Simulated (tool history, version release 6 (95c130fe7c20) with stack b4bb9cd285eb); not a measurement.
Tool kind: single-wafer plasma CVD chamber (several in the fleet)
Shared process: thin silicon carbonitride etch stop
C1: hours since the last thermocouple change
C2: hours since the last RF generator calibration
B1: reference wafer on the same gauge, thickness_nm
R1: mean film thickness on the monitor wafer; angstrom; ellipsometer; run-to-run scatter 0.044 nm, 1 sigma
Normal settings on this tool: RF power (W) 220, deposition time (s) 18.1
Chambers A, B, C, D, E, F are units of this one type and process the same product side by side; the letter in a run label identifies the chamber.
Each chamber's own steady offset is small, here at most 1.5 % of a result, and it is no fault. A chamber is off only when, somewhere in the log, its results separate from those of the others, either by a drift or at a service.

{"run": "1A", "hour": 9.2, "RF power (W)": 220, "deposition time (s)": 18.1, "C1": 639.0, "C2": 76.3, "B1": 12.5, "R1": 106.27}
{"run": "2D", "hour": 14.3, "RF power (W)": 220, "deposition time (s)": 18.1, "C1": 608.9, "C2": 329.5, "B1": 12.504, "R1": 105.2}
{"run": "3B", "hour": 23.0, "RF power (W)": 220, "deposition time (s)": 18.1, "C1": 2049.2, "C2": 294.9, "B1": 12.497, "R1": 107.26}
{"run": "4C", "hour": 29.0, "RF power (W)": 220, "deposition time (s)": 18.1, "C1": 1459.4, "C2": 937.1, "B1": 12.497, "R1": 105.79}
{"run": "5F", "hour": 38.2, "RF power (W)": 220, "deposition time (s)": 18.1, "C1": 113.3, "C2": 1152.2, "B1": 12.497, "R1": 107.28}
{"run": "6E", "hour": 47.7, "RF power (W)": 220, "deposition time (s)": 18.1, "C1": 843.7, "C2": 306.6, "B1": 12.497, "R1": 105.37}
{"run": "7D", "hour": 53.4, "RF power (W)": 220, "deposition time (s)": 18.1, "C1": 648.0, "C2": 368.6, "B1": 12.515, "R1": 105.33}
{"run": "8B", "hour": 58.7, "RF power (W)": 220, "deposition time (s)": 18.1, "C1": 2084.9, "C2": 330.6, "B1": 12.519, "R1": 106.99}
{"run": "9E", "hour": 67.0, "RF power (W)": 220, "deposition time (s)": 18.1, "C1": 863.0, "C2": 325.9, "B1": 12.507, "R1": 105.13}
{"run": "10C", "hour": 75.6, "RF power (W)": 220, "deposition time (s)": 18.1, "C1": 1506.0, "C2": 983.7, "B1": 12.492, "R1": 107.2}
{"run": "11F", "hour": 82.4, "RF power (W)": 220, "deposition time (s)": 18.1, "C1": 157.5, "C2": 1196.4, "B1": 12.521, "R1": 106.69}
{"run": "12A", "hour": 89.9, "RF power (W)": 220, "deposition time (s)": 16.3, "C1": 719.7, "C2": 157.0, "B1": 12.497, "R1": 95.954}
{"run": "13F", "hour": 96.4, "RF power (W)": 220, "deposition time (s)": 16.3, "C1": 171.5, "C2": 1210.4, "B1": 12.495, "R1": 96.357}
{"run": "14C", "hour": 103.0, "RF power (W)": 220, "deposition time (s)": 16.3, "C1": 1533.4, "C2": 1011.1, "B1": 12.502, "R1": 95.496}
{"run": "15D", "hour": 110.6, "RF power (W)": 220, "deposition time (s)": 16.3, "C1": 705.2, "C2": 425.8, "B1": 12.493, "R1": 95.583}
{"run": "16E", "hour": 115.1, "RF power (W)": 220, "deposition time (s)": 16.3, "C1": 911.1, "C2": 374.0, "B1": 12.508, "R1": 94.828}
{"run": "17A", "hour": 121.2, "RF power (W)": 220, "deposition time (s)": 16.3, "C1": 751.0, "C2": 188.3, "B1": 12.5, "R1": 95.02}
{"run": "18B", "hour": 129.1, "RF power (W)": 220, "deposition time (s)": 18.1, "C1": 2155.3, "C2": 401.0, "B1": 12.505, "R1": 107.31}
{"run": "19E", "hour": 137.1, "RF power (W)": 185, "deposition time (s)": 16.4, "C1": 933.1, "C2": 396.0, "B1": 12.507, "R1": 90.447}
{"run": "20F", "hour": 143.7, "RF power (W)": 185, "deposition time (s)": 16.4, "C1": 218.8, "C2": 1257.7, "B1": 12.511, "R1": 92.324}
{"run": "21C", "hour": 147.8, "RF power (W)": 185, "deposition time (s)": 16.4, "C1": 1578.2, "C2": 1055.9, "B1": 12.493, "R1": 91.422}
{"run": "22A", "hour": 154.5, "RF power (W)": 185, "deposition time (s)": 16.4, "C1": 784.3, "C2": 221.6, "B1": 12.503, "R1": 91.691}
{"run": "23D", "hour": 161.7, "RF power (W)": 185, "deposition time (s)": 16.4, "C1": 756.3, "C2": 476.9, "B1": 12.499, "R1": 90.427}
{"run": "24B", "hour": 170.3, "RF power (W)": 185, "deposition time (s)": 16.4, "C1": 2196.5, "C2": 442.2, "B1": 12.505, "R1": 92.358}
{"run": "25B", "hour": 175.5, "RF power (W)": 220, "deposition time (s)": 18.1, "C1": 2201.7, "C2": 447.4, "B1": 12.505, "R1": 107.03}
{"run": "26E", "hour": 182.5, "RF power (W)": 220, "deposition time (s)": 19.9, "C1": 978.5, "C2": 441.4, "B1": 12.497, "R1": 116.01}
{"run": "27D", "hour": 191.5, "RF power (W)": 220, "deposition time (s)": 19.9, "C1": 786.1, "C2": 506.7, "B1": 12.498, "R1": 115.6}
{"run": "28A", "hour": 196.7, "RF power (W)": 220, "deposition time (s)": 19.9, "C1": 826.5, "C2": 263.8, "B1": 12.499, "R1": 115.26}
{"run": "29C", "hour": 203.7, "RF power (W)": 220, "deposition time (s)": 19.9, "C1": 1634.1, "C2": 1111.8, "B1": 12.51, "R1": 116.58}
{"run": "30F", "hour": 211.1, "RF power (W)": 220, "deposition time (s)": 19.9, "C1": 286.2, "C2": 1325.1, "B1": 12.52, "R1": 116.89}
{"run": "31B", "hour": 215.9, "RF power (W)": 220, "deposition time (s)": 19.9, "C1": 2242.1, "C2": 487.8, "B1": 12.505, "R1": 116.82}
{"run": "32D", "hour": 223.5, "RF power (W)": 220, "deposition time (s)": 18.1, "C1": 818.1, "C2": 538.7, "B1": 12.512, "R1": 105.21}
{"run": "33E", "hour": 229.1, "RF power (W)": 220, "deposition time (s)": 18.1, "C1": 1025.1, "C2": 488.0, "B1": 12.506, "R1": 106.48}
{"run": "34F", "hour": 235.8, "RF power (W)": 235, "deposition time (s)": 14.7, "C1": 310.9, "C2": 1349.8, "B1": 12.497, "R1": 87.557}
{"run": "35C", "hour": 244.0, "RF power (W)": 235, "deposition time (s)": 14.7, "C1": 1674.4, "C2": 1152.1, "B1": 12.512, "R1": 87.69}
{"hour": 245.8, "done": "chamber F: RF generator calibrated"}
{"run": "36A", "hour": 253.2, "RF power (W)": 235, "deposition time (s)": 14.7, "C1": 883.0, "C2": 320.3, "B1": 12.498, "R1": 88.039}
{"run": "37E", "hour": 257.7, "RF power (W)": 235, "deposition time (s)": 14.7, "C1": 1053.7, "C2": 516.6, "B1": 12.493, "R1": 87.355}
{"run": "38A", "hour": 261.8, "RF power (W)": 235, "deposition time (s)": 14.7, "C1": 891.6, "C2": 328.9, "B1": 12.496, "R1": 88.112}
{"run": "39B", "hour": 268.3, "RF power (W)": 235, "deposition time (s)": 14.7, "C1": 2294.5, "C2": 540.2, "B1": 12.501, "R1": 89.429}
{"run": "40F", "hour": 275.9, "RF power (W)": 220, "deposition time (s)": 18.1, "C1": 351.0, "C2": 30.2, "B1": 12.507, "R1": 106.42}

For the next run the whole fleet of 6 chambers uses the same settings. Give each chamber's results:
{"run": "41A", "hour": 282.6, "RF power (W)": 255, "deposition time (s)": 18.1, "R1": "?"}
{"run": "41B", "hour": 282.6, "RF power (W)": 255, "deposition time (s)": 18.1, "R1": "?"}
{"run": "41C", "hour": 282.6, "RF power (W)": 255, "deposition time (s)": 18.1, "R1": "?"}
{"run": "41D", "hour": 282.6, "RF power (W)": 255, "deposition time (s)": 18.1, "R1": "?"}
{"run": "41E", "hour": 282.6, "RF power (W)": 255, "deposition time (s)": 18.1, "R1": "?"}
{"run": "41F", "hour": 282.6, "RF power (W)": 255, "deposition time (s)": 18.1, "R1": "?"}

run=41A R1=111.070
run=41B R1=112.370
run=41C R1=110.730
run=41D R1=110.130
run=41E R1=110.540
run=41F R1=111.380
